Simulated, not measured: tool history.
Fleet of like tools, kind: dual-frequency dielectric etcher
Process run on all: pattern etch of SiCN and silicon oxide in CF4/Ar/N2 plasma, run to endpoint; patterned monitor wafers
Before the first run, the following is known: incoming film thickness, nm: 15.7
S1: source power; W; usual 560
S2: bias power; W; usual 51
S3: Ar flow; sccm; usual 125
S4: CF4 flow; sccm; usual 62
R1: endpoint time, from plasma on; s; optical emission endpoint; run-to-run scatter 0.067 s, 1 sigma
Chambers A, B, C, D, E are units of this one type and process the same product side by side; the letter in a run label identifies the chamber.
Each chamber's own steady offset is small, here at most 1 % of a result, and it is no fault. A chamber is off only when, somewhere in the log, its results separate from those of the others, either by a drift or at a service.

-- hour=6.9 chamber E: CF4 flow controller replaced
-- hour=9.3 chamber B: wet clean of the chamber
run 1A hour=15.3 | S1=560 S2=51 S3=125 S4=62 | R1=17.771
run 2E hour=28.2 | S1=560 S2=51 S3=125 S4=62 | R1=17.534
run 3C hour=36.1 | S1=560 S2=51 S3=125 S4=62 | R1=17.884
run 4D hour=43.8 | S1=560 S2=51 S3=125 S4=62 | R1=17.809
run 5B hour=52.1 | S1=560 S2=51 S3=125 S4=62 | R1=17.955
run 6C hour=64.3 | S1=560 S2=51 S3=125 S4=62 | R1=17.882
run 7E hour=73.6 | S1=560 S2=51 S3=125 S4=62 | R1=17.597
run 8A hour=86.0 | S1=560 S2=51 S3=125 S4=62 | R1=17.770
run 9B hour=95.4 | S1=610 S2=51 S3=125 S4=62 | R1=16.695
-- hour=99.7 chamber E: wet clean of the chamber
run 10D hour=105.8 | S1=610 S2=51 S3=125 S4=62 | R1=16.382
-- hour=112.4 chamber E: source power generator calibrated
run 11A hour=117.6 | S1=610 S2=51 S3=125 S4=62 | R1=16.403
run 12C hour=129.0 | S1=610 S2=51 S3=125 S4=62 | R1=16.629
run 13B hour=138.7 | S1=610 S2=51 S3=125 S4=62 | R1=16.666
run 14E hour=147.1 | S1=560 S2=51 S3=125 S4=62 | R1=17.699
run 15D hour=157.2 | S1=560 S2=51 S3=125 S4=62 | R1=17.680
run 16A hour=168.3 | S1=560 S2=51 S3=125 S4=62 | R1=17.885
run 17D hour=176.8 | S1=560 S2=51 S3=125 S4=62 | R1=17.467
run 18C hour=188.4 | S1=560 S2=51 S3=125 S4=62 | R1=17.894
run 19B hour=198.3 | S1=560 S2=51 S3=125 S4=62 | R1=17.846
run 20E hour=214.1 | S1=560 S2=51 S3=125 S4=62 | R1=17.587
run 21B hour=222.4 | S1=560 S2=39 S3=125 S4=76 | R1=18.702
run 22C hour=230.0 | S1=560 S2=39 S3=125 S4=76 | R1=18.732
run 23D hour=244.3 | S1=560 S2=39 S3=125 S4=76 | R1=18.011
run 24A hour=260.1 | S1=560 S2=39 S3=125 S4=76 | R1=18.673
run 25E hour=272.1 | S1=560 S2=39 S3=125 S4=76 | R1=18.439
run 26A hour=280.2 | S1=560 S2=51 S3=125 S4=62 | R1=17.853
run 27B hour=291.0 | S1=560 S2=51 S3=125 S4=62 | R1=17.924
run 28C hour=298.6 | S1=560 S2=51 S3=125 S4=62 | R1=17.964
-- hour=305.9 chamber B: source power generator calibrated
run 29D hour=311.5 | S1=470 S2=45 S3=125 S4=62 | R1=20.623
run 30E hour=321.1 | S1=470 S2=45 S3=125 S4=62 | R1=21.508
run 31A hour=329.6 | S1=470 S2=45 S3=125 S4=62 | R1=21.711
run 32B hour=344.1 | S1=470 S2=45 S3=125 S4=62 | R1=21.788

Is one chamber out of step, is the gauge drifting, or do the chambers differ by no more than their own small offsets? For an off chamber, give its letter and the likeliest cause.

Little by little, chamber D moves away from the other chambers.
Likeliest cause: etch rate over this chamber's usual, % = 5.44.
The log may not separate it from: source power that arrives over what is set, %.

Below are 4 candidate recipes for chamber D's next run, each the usual settings with a change, their results shown as question marks. Which of them brings D's results back in line with what the other chambers give on the usual settings?
In line means no further than this from the other chambers' mean on the usual settings: R1 0.240 s
run 33D-1 hour=355.7 | S1=510 S2=49 S3=127 S4=61 | R1=?
run 33D-2 hour=355.7 | S1=560 S2=45 S3=125 S4=58 | R1=?
run 33D-3 hour=355.7 | S1=630 S2=51 S3=125 S4=62 | R1=?
run 33D-4 hour=355.7 | S1=590 S2=52 S3=124 S4=63 | R1=?

Usual-settings mean across the other chambers: R1 17.832 s
run=33D-1 R1=18.682
run=33D-2 R1=17.818
run=33D-3 R1=15.241
run=33D-4 R1=15.968
The answer is 33D-2, which returns the chamber to within the allowed miss of the others.
